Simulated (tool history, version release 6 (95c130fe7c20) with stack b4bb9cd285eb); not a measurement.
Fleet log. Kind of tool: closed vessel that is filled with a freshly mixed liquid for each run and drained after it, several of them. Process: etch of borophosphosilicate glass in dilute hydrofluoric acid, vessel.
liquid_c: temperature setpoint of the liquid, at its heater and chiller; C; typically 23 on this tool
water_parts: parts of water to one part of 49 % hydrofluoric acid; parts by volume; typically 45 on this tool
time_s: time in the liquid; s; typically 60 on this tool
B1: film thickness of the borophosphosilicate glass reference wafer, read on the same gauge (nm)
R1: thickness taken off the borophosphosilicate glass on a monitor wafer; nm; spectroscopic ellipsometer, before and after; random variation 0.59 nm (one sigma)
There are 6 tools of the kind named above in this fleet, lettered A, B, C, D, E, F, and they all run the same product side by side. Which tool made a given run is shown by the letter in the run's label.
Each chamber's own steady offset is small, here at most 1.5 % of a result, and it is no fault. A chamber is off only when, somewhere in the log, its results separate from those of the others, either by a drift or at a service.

run 1F hour=5.3 | liquid_c=23 water_parts=45 time_s=60 | B1=50.002 | R1=61.906
run 2E hour=13.0 | liquid_c=23 water_parts=45 time_s=60 | B1=50.008 | R1=61.197
run 3B hour=19.1 | liquid_c=23 water_parts=45 time_s=60 | B1=50.007 | R1=62.486
run 4D hour=27.3 | liquid_c=23 water_parts=45 time_s=60 | B1=50.009 | R1=62.829
-- hour=27.4 chamber B: hydrofluoric acid flow meter replaced
run 5C hour=32.2 | liquid_c=23 water_parts=30 time_s=35 | B1=50.016 | R1=54.090
run 6A hour=37.5 | liquid_c=23 water_parts=30 time_s=35 | B1=49.981 | R1=55.230
run 7B hour=46.1 | liquid_c=23 water_parts=30 time_s=35 | B1=50.011 | R1=55.530
run 8F hour=51.5 | liquid_c=23 water_parts=30 time_s=35 | B1=49.962 | R1=56.106
run 9C hour=58.1 | liquid_c=23 water_parts=30 time_s=35 | B1=49.970 | R1=54.474
run 10D hour=62.6 | liquid_c=23 water_parts=30 time_s=35 | B1=49.988 | R1=54.905
run 11A hour=69.7 | liquid_c=23 water_parts=45 time_s=60 | B1=49.992 | R1=60.373
run 12E hour=75.1 | liquid_c=23 water_parts=45 time_s=60 | B1=49.982 | R1=62.105
run 13C hour=84.1 | liquid_c=23 water_parts=45 time_s=60 | B1=49.965 | R1=62.149
run 14E hour=93.0 | liquid_c=23 water_parts=45 time_s=60 | B1=50.000 | R1=61.360
run 15D hour=97.0 | liquid_c=23 water_parts=45 time_s=60 | B1=49.987 | R1=60.837
run 16F hour=101.3 | liquid_c=23 water_parts=45 time_s=60 | B1=50.014 | R1=62.265
run 17A hour=108.3 | liquid_c=23 water_parts=45 time_s=60 | B1=50.016 | R1=60.770
run 18B hour=112.3 | liquid_c=23 water_parts=45 time_s=60 | B1=50.026 | R1=62.421
run 19B hour=120.3 | liquid_c=23 water_parts=45 time_s=45 | B1=49.999 | R1=45.939
run 20F hour=127.5 | liquid_c=23 water_parts=45 time_s=45 | B1=50.008 | R1=46.777
run 21C hour=131.6 | liquid_c=23 water_parts=45 time_s=45 | B1=49.996 | R1=47.775
run 22A hour=140.0 | liquid_c=23 water_parts=45 time_s=45 | B1=49.989 | R1=45.598
run 23E hour=147.3 | liquid_c=23 water_parts=45 time_s=45 | B1=49.998 | R1=45.671
run 24D hour=155.6 | liquid_c=23 water_parts=45 time_s=45 | B1=49.999 | R1=46.773
run 25F hour=164.9 | liquid_c=23 water_parts=45 time_s=60 | B1=50.012 | R1=62.075
run 26D hour=173.2 | liquid_c=23 water_parts=60 time_s=45 | B1=50.004 | R1=33.838
run 27C hour=177.5 | liquid_c=23 water_parts=60 time_s=45 | B1=50.003 | R1=35.153
run 28E hour=183.7 | liquid_c=23 water_parts=60 time_s=45 | B1=49.995 | R1=34.208
run 29B hour=192.6 | liquid_c=23 water_parts=60 time_s=45 | B1=50.010 | R1=33.584
run 30A hour=196.7 | liquid_c=23 water_parts=60 time_s=45 | B1=50.017 | R1=32.876
run 31C hour=201.8 | liquid_c=23 water_parts=60 time_s=45 | B1=50.011 | R1=36.443
-- hour=203.9 chamber F: hydrofluoric acid flow meter replaced
run 32F hour=209.9 | liquid_c=23 water_parts=45 time_s=60 | B1=49.995 | R1=62.533
run 33D hour=218.2 | liquid_c=23 water_parts=45 time_s=60 | B1=50.017 | R1=62.204
run 34A hour=223.7 | liquid_c=23 water_parts=45 time_s=60 | B1=49.997 | R1=60.101
run 35B hour=233.0 | liquid_c=23 water_parts=45 time_s=60 | B1=50.015 | R1=63.151
run 36E hour=240.0 | liquid_c=23 water_parts=45 time_s=60 | B1=50.007 | R1=61.646
run 37C hour=246.3 | liquid_c=23 water_parts=45 time_s=60 | B1=50.002 | R1=67.113
run 38B hour=253.6 | liquid_c=23 water_parts=45 time_s=60 | B1=49.975 | R1=62.258
run 39D hour=261.8 | liquid_c=23 water_parts=45 time_s=60 | B1=49.996 | R1=62.973
run 40F hour=267.0 | liquid_c=23 water_parts=45 time_s=60 | B1=49.996 | R1=62.969
run 41E hour=273.2 | liquid_c=23 water_parts=45 time_s=60 | B1=50.004 | R1=61.704
run 42A hour=282.3 | liquid_c=23 water_parts=45 time_s=60 | B1=49.997 | R1=61.558

All chambers now run identical settings, listed one chamber a line with results as question marks. What results will each chamber show?
run 43A hour=288.9 | liquid_c=20 water_parts=45 time_s=60 | R1=?
run 43B hour=288.9 | liquid_c=20 water_parts=45 time_s=60 | R1=?
run 43C hour=288.9 | liquid_c=20 water_parts=45 time_s=60 | R1=?
run 43D hour=288.9 | liquid_c=20 water_parts=45 time_s=60 | R1=?
run 43E hour=288.9 | liquid_c=20 water_parts=45 time_s=60 | R1=?
run 43F hour=288.9 | liquid_c=20 water_parts=45 time_s=60 | R1=?

run=43A R1=53.163
run=43B R1=55.073
run=43C R1=60.070
run=43D R1=55.432
run=43E R1=54.112
run=43F R1=55.643
